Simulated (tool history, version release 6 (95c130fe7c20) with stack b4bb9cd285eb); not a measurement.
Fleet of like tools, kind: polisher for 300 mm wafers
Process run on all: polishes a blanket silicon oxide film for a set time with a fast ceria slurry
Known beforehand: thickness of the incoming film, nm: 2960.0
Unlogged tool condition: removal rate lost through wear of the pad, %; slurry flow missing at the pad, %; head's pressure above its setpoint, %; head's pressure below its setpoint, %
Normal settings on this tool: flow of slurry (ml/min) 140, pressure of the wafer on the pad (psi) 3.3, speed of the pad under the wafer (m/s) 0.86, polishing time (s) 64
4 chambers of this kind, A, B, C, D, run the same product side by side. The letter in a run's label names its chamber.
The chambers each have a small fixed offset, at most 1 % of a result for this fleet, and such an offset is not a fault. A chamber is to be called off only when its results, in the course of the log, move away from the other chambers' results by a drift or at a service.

run,hour,flow of slurry (ml/min),pressure of the wafer on the pad (psi),speed of the pad under the wafer (m/s),polishing time (s),wafers polished on this pad,hours since the slurry nozzle was cleaned,hours since the head pressure was calibrated,film removed (angstrom)
1A,7,140,3.3,0.86,64,581,149.1,626.8,10481
# hour 10.2: chamber D: worn pad replaced by a new one
2B,15.5,140,3.3,0.86,64,650,43.5,1119.6,10432
3D,22.5,140,3.3,0.86,64,127,29.4,347.5,10461
# hour 23.9: chamber B: worn pad replaced by a new one
# hour 31.5: chamber A: slurry nozzle cleaned
4C,33.1,140,3.3,0.86,64,710,157.3,264.6,10431
# hour 33.6: chamber B: head pressure recalibrated
5B,40.1,140,3.3,0.86,64,167,68.1,6.6,10314
6D,47,140,3.3,0.86,64,380,53.9,372,10654
# hour 47.5: chamber A: worn pad replaced by a new one
7C,57.8,140,3.3,1.06,64,965,182,289.3,12968
# hour 58.8: chamber C: head pressure recalibrated
8A,67,140,3.3,1.06,64,201,35.5,686.8,13016
9C,79.1,140,3.3,1.06,64,1186,203.3,20.4,12942
# hour 90: chamber B: worn pad replaced by a new one
10A,90.8,140,3.3,1.06,64,447,59.3,710.6,12720
11B,98,140,3.3,0.86,64,83,126,64.5,10395
# hour 99.9: chamber C: worn pad replaced by a new one
12D,108.4,140,3.3,0.86,64,1015,115.3,433.4,10572
# hour 113.7: chamber D: worn pad replaced by a new one
13B,117.8,140,3.3,0.86,64,287,145.8,84.3,10596
14C,127.7,140,3.3,0.86,64,287,251.9,69,10244
15A,134.6,140,3.3,0.86,64,900,103.1,754.4,10540
# hour 145.5: chamber A: worn pad replaced by a new one
16D,145.9,140,3.3,0.86,64,332,152.8,470.9,10379
17A,154.5,165,3.7,0.86,64,93,123,774.3,12138
# hour 157: chamber C: slurry nozzle cleaned
# hour 160.6: chamber B: worn pad replaced by a new one
18C,161.4,165,3.7,0.86,64,635,4.4,102.7,11945
19B,172.8,165,3.7,0.86,64,127,200.8,139.3,11988
20D,182.1,165,3.7,0.86,64,707,189,507.1,12277
21D,192.8,140,3.3,0.86,64,817,199.7,517.8,10487
22C,201.3,140,3.3,0.86,64,1048,44.3,142.6,10558
23A,207.7,140,3.3,0.86,64,643,176.2,827.5,10292
24B,215.9,140,3.3,0.86,64,572,243.9,182.4,10445
25A,222.2,140,2.3,0.86,64,793,190.7,842,7351.6
# hour 224.4: chamber B: worn pad replaced by a new one
# hour 225.9: chamber A: worn pad replaced by a new one
26D,227.9,140,2.3,0.86,64,1180,234.8,552.9,7380.1
27C,239.3,140,2.3,0.86,64,1441,82.3,180.6,7297
# hour 240.2: chamber D: worn pad replaced by a new one
28B,245.4,140,2.3,0.86,64,217,273.4,211.9,7323.5
# hour 251.2: chamber C: worn pad replaced by a new one
29A,256.4,140,3.3,0.86,64,315,224.9,876.2,10454
# hour 256.5: chamber B: slurry nozzle cleaned
# hour 258: chamber A: slurry nozzle cleaned
# hour 261.9: chamber D: slurry nozzle cleaned
30D,269.3,140,3.3,0.86,64,301,7.5,594.3,10570
31C,275.7,140,3.3,0.86,64,253,118.7,217,10335
32B,283.3,140,3.3,0.86,64,609,26.8,249.8,10513
33B,292.1,140,3.3,0.86,64,700,35.6,258.6,10409
# hour 301.9: chamber B: worn pad replaced by a new one
34D,304.2,140,3.3,0.86,64,662,42.4,629.2,10353
35C,310.7,140,3.3,0.86,64,615,153.7,252,10335
36A,317.9,115,3.3,0.86,64,951,59.9,937.7,10262
# hour 324.6: chamber A: worn pad replaced by a new one
37A,327.5,115,3.3,0.86,64,30,69.5,947.3,10154
38B,334.5,115,3.3,0.86,64,337,78,301,10197
39D,340.9,115,3.3,0.86,64,1041,79.1,665.9,10093
40C,351,140,3.3,0.86,64,1032,194,292.3,10299

Is one chamber out of step, is the gauge drifting, or do the chambers differ by no more than their own small offsets? For an off chamber, give its letter and the likeliest cause.

The fleet is healthy, with each chamber sitting at its usual small offset and no drift in the gauge.
